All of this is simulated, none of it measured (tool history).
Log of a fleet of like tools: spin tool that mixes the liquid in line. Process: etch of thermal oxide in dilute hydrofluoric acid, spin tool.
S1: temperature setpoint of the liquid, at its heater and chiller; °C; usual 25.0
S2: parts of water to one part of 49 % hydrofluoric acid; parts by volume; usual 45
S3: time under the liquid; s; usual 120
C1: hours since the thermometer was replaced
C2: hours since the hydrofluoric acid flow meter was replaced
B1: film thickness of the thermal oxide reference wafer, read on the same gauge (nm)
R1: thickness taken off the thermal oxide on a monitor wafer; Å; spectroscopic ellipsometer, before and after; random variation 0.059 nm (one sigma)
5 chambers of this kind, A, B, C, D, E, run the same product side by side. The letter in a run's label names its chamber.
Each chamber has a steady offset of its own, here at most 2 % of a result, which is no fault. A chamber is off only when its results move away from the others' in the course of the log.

Run 1C, day 0.262: usual settings; C1 1668.6; C2 166.2; B1 49.989. Result: R1 141.44 Å.
At day 0.408: chamber E: hydrofluoric acid flow meter replaced.
Run 2A, day 0.471: usual settings; C1 345.1; C2 674.7; B1 49.977. Result: R1 141.26 Å.
Run 3D, day 0.704: usual settings; C1 42.8; C2 243.4; B1 49.966. Result: R1 141.35 Å.
Run 4B, day 0.975: usual settings; C1 1322.8; C2 1815.4; B1 49.988. Result: R1 138.31 Å.
Run 5E, day 1.171: usual settings; C1 1496.2; C2 18.3; B1 50.023. Result: R1 141.24 Å.
Run 6B, day 1.317: usual settings; C1 1331.0; C2 1823.6; B1 49.993. Result: R1 138.87 Å.
Run 7D, day 1.546: usual settings; C1 63.0; C2 263.6; B1 49.966. Result: R1 140.92 Å.
Run 8A, day 1.671: usual settings; C1 373.9; C2 703.5; B1 50.002. Result: R1 141.49 Å.
Run 9C, day 1.917: usual settings; C1 1708.3; C2 205.9; B1 50.029. Result: R1 141.25 Å.
Run 10E, day 2.079: usual settings; C1 1518.0; C2 40.1; B1 49.990. Result: R1 140.03 Å.
Run 11B, day 2.358: usual settings; C1 1356.0; C2 1848.6; B1 49.962. Result: R1 138.81 Å.
Run 12A, day 2.617: usual settings but S1 29.5 °C; C1 396.6; C2 726.2; B1 49.992. Result: R1 170.75 Å.
Run 13E, day 2.858: usual settings but S1 29.5 °C; C1 1536.7; C2 58.8; B1 49.976. Result: R1 167.72 Å.
Run 14C, day 3.029: usual settings but S1 29.5 °C; C1 1735.0; C2 232.6; B1 50.022. Result: R1 168.41 Å.
Run 15D, day 3.221: usual settings but S1 29.5 °C; C1 103.2; C2 303.8; B1 49.996. Result: R1 168.24 Å.
Run 16A, day 3.450: usual settings but S1 29.5 °C; C1 416.6; C2 746.2; B1 49.995. Result: R1 170.26 Å.
Run 17B, day 3.729: usual settings; C1 1388.9; C2 1881.5; B1 49.998. Result: R1 138.66 Å.
Run 18E, day 3.988: usual settings; C1 1563.8; C2 85.9; B1 50.005. Result: R1 140.26 Å.
Run 19D, day 4.133: usual settings; C1 125.1; C2 325.7; B1 49.990. Result: R1 141.05 Å.
Run 20C, day 4.342: usual settings but S1 20.0 °C, S3 145 s; C1 1766.5; C2 264.1; B1 49.991. Result: R1 138.66 Å.
Run 21C, day 4.571: usual settings but S1 20.0 °C, S3 145 s; C1 1772.0; C2 269.6; B1 50.000. Result: R1 138.68 Å.
At day 4.712: chamber B: hydrofluoric acid flow meter replaced.
Run 22B, day 4.738: usual settings but S1 20.0 °C, S3 145 s; C1 1413.1; C2 0.6; B1 49.995. Result: R1 136.78 Å.
Run 23E, day 4.942: usual settings but S1 20.0 °C, S3 145 s; C1 1586.7; C2 108.8; B1 50.013. Result: R1 136.91 Å.
Run 24A, day 5.212: usual settings but S1 20.0 °C, S3 145 s; C1 458.9; C2 788.5; B1 49.994. Result: R1 139.39 Å.
Run 25D, day 5.454: usual settings but S2 30 parts by volume, S3 85 s; C1 156.8; C2 357.4; B1 50.003. Result: R1 152.72 Å.
Run 26D, day 5.692: usual settings but S2 30 parts by volume, S3 85 s; C1 162.5; C2 363.1; B1 49.998. Result: R1 153.49 Å.
Run 27A, day 5.967: usual settings but S2 30 parts by volume, S3 85 s; C1 477.0; C2 806.6; B1 50.019. Result: R1 154.28 Å.
Run 28C, day 6.229: usual settings but S2 30 parts by volume, S3 85 s; C1 1811.8; C2 309.4; B1 49.975. Result: R1 152.98 Å.
Run 29B, day 6.379: usual settings but S2 30 parts by volume, S3 85 s; C1 1452.5; C2 40.0; B1 50.041. Result: R1 149.59 Å.
Run 30E, day 6.638: usual settings; C1 1627.4; C2 149.5; B1 49.992. Result: R1 140.63 Å.
Run 31D, day 6.808: usual settings; C1 189.3; C2 389.9; B1 50.019. Result: R1 140.54 Å.
Run 32A, day 6.983: usual settings; C1 501.4; C2 831.0; B1 49.977. Result: R1 141.68 Å.
Run 33C, day 7.117: usual settings; C1 1833.1; C2 330.7; B1 49.988. Result: R1 140.01 Å.
Run 34B, day 7.404: usual settings; C1 1477.1; C2 64.6; B1 49.973. Result: R1 138.35 Å.
Run 35E, day 7.654: usual settings; C1 1651.8; C2 173.9; B1 49.981. Result: R1 141.18 Å.
Run 36D, day 7.821: usual settings; C1 213.6; C2 414.2; B1 49.984. Result: R1 141.27 Å.
Run 37C, day 8.046: usual settings; C1 1855.4; C2 353.0; B1 50.052. Result: R1 140.80 Å.

What goes on in this fleet: one chamber off, a drifting gauge, or nothing beyond the chambers' own small offsets? Name the chamber and the cause, if any.

No chamber stands off beyond its own small offset, and the gauge holds steady.

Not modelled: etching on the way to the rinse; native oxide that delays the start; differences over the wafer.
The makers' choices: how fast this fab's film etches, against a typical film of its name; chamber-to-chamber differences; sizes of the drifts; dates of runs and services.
